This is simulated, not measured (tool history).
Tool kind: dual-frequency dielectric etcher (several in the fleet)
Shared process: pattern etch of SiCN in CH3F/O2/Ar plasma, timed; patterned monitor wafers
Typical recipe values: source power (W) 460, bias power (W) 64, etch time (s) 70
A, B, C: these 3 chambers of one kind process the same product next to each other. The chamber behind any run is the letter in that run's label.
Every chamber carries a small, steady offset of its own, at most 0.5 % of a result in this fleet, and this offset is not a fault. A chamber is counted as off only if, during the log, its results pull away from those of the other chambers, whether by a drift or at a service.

run	day	source power (W)	bias power (W)	etch time (s)	read-back reference wafer on the same gauge, depth_nm	mean etch depth across the wafer (angstrom)
# day 0.167: chamber B: wet clean of the chamber
1C	0.300	460	64	70	21.900	265.97
2B	0.533	460	64	70	21.896	265.64
3A	1.062	460	64	70	21.888	265.45
4B	1.375	460	64	70	21.886	265.73
5C	1.629	460	64	70	21.890	264.36
6A	2.054	460	64	70	21.878	265.34
7C	2.321	460	64	70	21.881	264.89
8A	2.838	400	64	86	21.874	309.84
9B	3.162	400	64	86	21.869	309.20
# day 3.225: chamber A: wet clean of the chamber
10B	3.608	400	64	86	21.873	309.18
11C	4.050	460	64	70	21.862	265.00
12A	4.292	460	64	70	21.856	265.50
13A	4.712	460	64	70	21.861	265.29
14B	5.146	460	64	70	21.861	265.24
15C	5.550	460	64	70	21.848	265.04
16A	6.004	460	64	70	21.847	264.83
17B	6.412	460	64	70	21.849	265.01
18C	6.662	460	64	70	21.837	264.50
19B	6.983	460	64	70	21.842	265.23
20C	7.262	460	64	70	21.834	264.15
21A	7.512	460	64	70	21.838	264.02
22B	8.025	460	64	70	21.827	264.64
# day 8.046: chamber C: wet clean of the chamber
23C	8.429	460	64	70	21.825	264.37
24A	8.892	460	64	70	21.821	264.52
25B	9.150	410	77	70	21.815	270.07
26A	9.517	410	77	70	21.818	271.00
# day 9.567: chamber C: source power generator calibrated
27C	10.050	410	77	70	21.816	270.60
28C	10.450	460	64	70	21.811	264.58
# day 10.542: chamber A: source power generator calibrated
29A	10.842	530	51	70	21.816	258.29
30B	11.183	530	51	70	21.799	259.87
31C	11.442	530	51	70	21.802	258.44
32A	11.700	460	64	70	21.795	264.50
33B	12.108	460	64	70	21.798	264.82
34A	12.367	460	70	70	21.793	272.41
35C	12.829	460	70	70	21.793	272.63
36B	13.208	460	70	70	21.783	272.04
37C	13.604	460	64	70	21.778	263.68

Next, all 3 chambers run the settings below, one line each with question marks for the results. What does each chamber give?
38A	13.983	460	64	70		?
38B	13.983	460	64	70		?
38C	13.983	460	64	70		?

run	mean etch depth across the wafer (angstrom)
38A	264.50
38B	264.42
38C	264.20
